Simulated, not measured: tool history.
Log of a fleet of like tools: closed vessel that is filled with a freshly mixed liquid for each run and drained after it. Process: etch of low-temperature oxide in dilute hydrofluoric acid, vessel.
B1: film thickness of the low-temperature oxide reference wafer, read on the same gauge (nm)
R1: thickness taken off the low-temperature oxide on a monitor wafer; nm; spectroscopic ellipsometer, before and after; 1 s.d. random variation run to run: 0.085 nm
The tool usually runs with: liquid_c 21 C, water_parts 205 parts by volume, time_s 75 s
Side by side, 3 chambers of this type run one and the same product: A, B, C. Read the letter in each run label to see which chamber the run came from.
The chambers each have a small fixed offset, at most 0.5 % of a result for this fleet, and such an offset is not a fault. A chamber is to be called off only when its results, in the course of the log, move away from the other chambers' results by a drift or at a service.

run 1C hour=9.4 | liquid_c=21 water_parts=205 time_s=75 | B1=29.971 | R1=8.5825
run 2B hour=23.4 | liquid_c=21 water_parts=205 time_s=75 | B1=30.033 | R1=8.5410
run 3A hour=38.2 | liquid_c=21 water_parts=205 time_s=75 | B1=29.988 | R1=8.6315
run 4B hour=50.3 | liquid_c=21 water_parts=205 time_s=75 | B1=29.996 | R1=8.7577
run 5C hour=63.9 | liquid_c=21 water_parts=205 time_s=75 | B1=29.979 | R1=8.7440
run 6A hour=77.2 | liquid_c=18 water_parts=295 time_s=75 | B1=30.000 | R1=4.9998
run 7A hour=89.7 | liquid_c=18 water_parts=295 time_s=75 | B1=29.990 | R1=4.9964
run 8B hour=98.0 | liquid_c=18 water_parts=295 time_s=75 | B1=29.996 | R1=4.9072
run 9C hour=109.3 | liquid_c=21 water_parts=205 time_s=75 | B1=29.983 | R1=8.4873
run 10A hour=119.6 | liquid_c=21 water_parts=205 time_s=75 | B1=30.011 | R1=8.7708
-- hour=126.8 chamber A: thermometer replaced
run 11C hour=131.3 | liquid_c=21 water_parts=205 time_s=75 | B1=29.990 | R1=8.5482
run 12B hour=143.8 | liquid_c=19 water_parts=300 time_s=75 | B1=29.989 | R1=5.0558
-- hour=148.5 chamber C: hydrofluoric acid flow meter replaced
run 13A hour=156.3 | liquid_c=19 water_parts=300 time_s=75 | B1=30.018 | R1=5.1012
run 14B hour=166.4 | liquid_c=19 water_parts=300 time_s=75 | B1=30.012 | R1=4.9917
run 15C hour=174.1 | liquid_c=21 water_parts=205 time_s=75 | B1=29.993 | R1=8.5666
run 16B hour=182.6 | liquid_c=21 water_parts=205 time_s=75 | B1=29.988 | R1=8.5912
run 17C hour=194.9 | liquid_c=21 water_parts=205 time_s=75 | B1=30.027 | R1=8.7199
run 18A hour=203.1 | liquid_c=25 water_parts=205 time_s=75 | B1=30.025 | R1=9.8438
run 19C hour=214.0 | liquid_c=25 water_parts=205 time_s=75 | B1=29.991 | R1=9.8660
run 20B hour=221.2 | liquid_c=25 water_parts=205 time_s=75 | B1=29.978 | R1=10.0520

Next, all 3 chambers run the settings below, one line each with question marks for the results. What does each chamber give?
run 21A hour=232.3 | liquid_c=21 water_parts=205 time_s=60 | R1=?
run 21B hour=232.3 | liquid_c=21 water_parts=205 time_s=60 | R1=?
run 21C hour=232.3 | liquid_c=21 water_parts=205 time_s=60 | R1=?

run=21A R1=6.9526
run=21B R1=6.8385
run=21C R1=6.8111
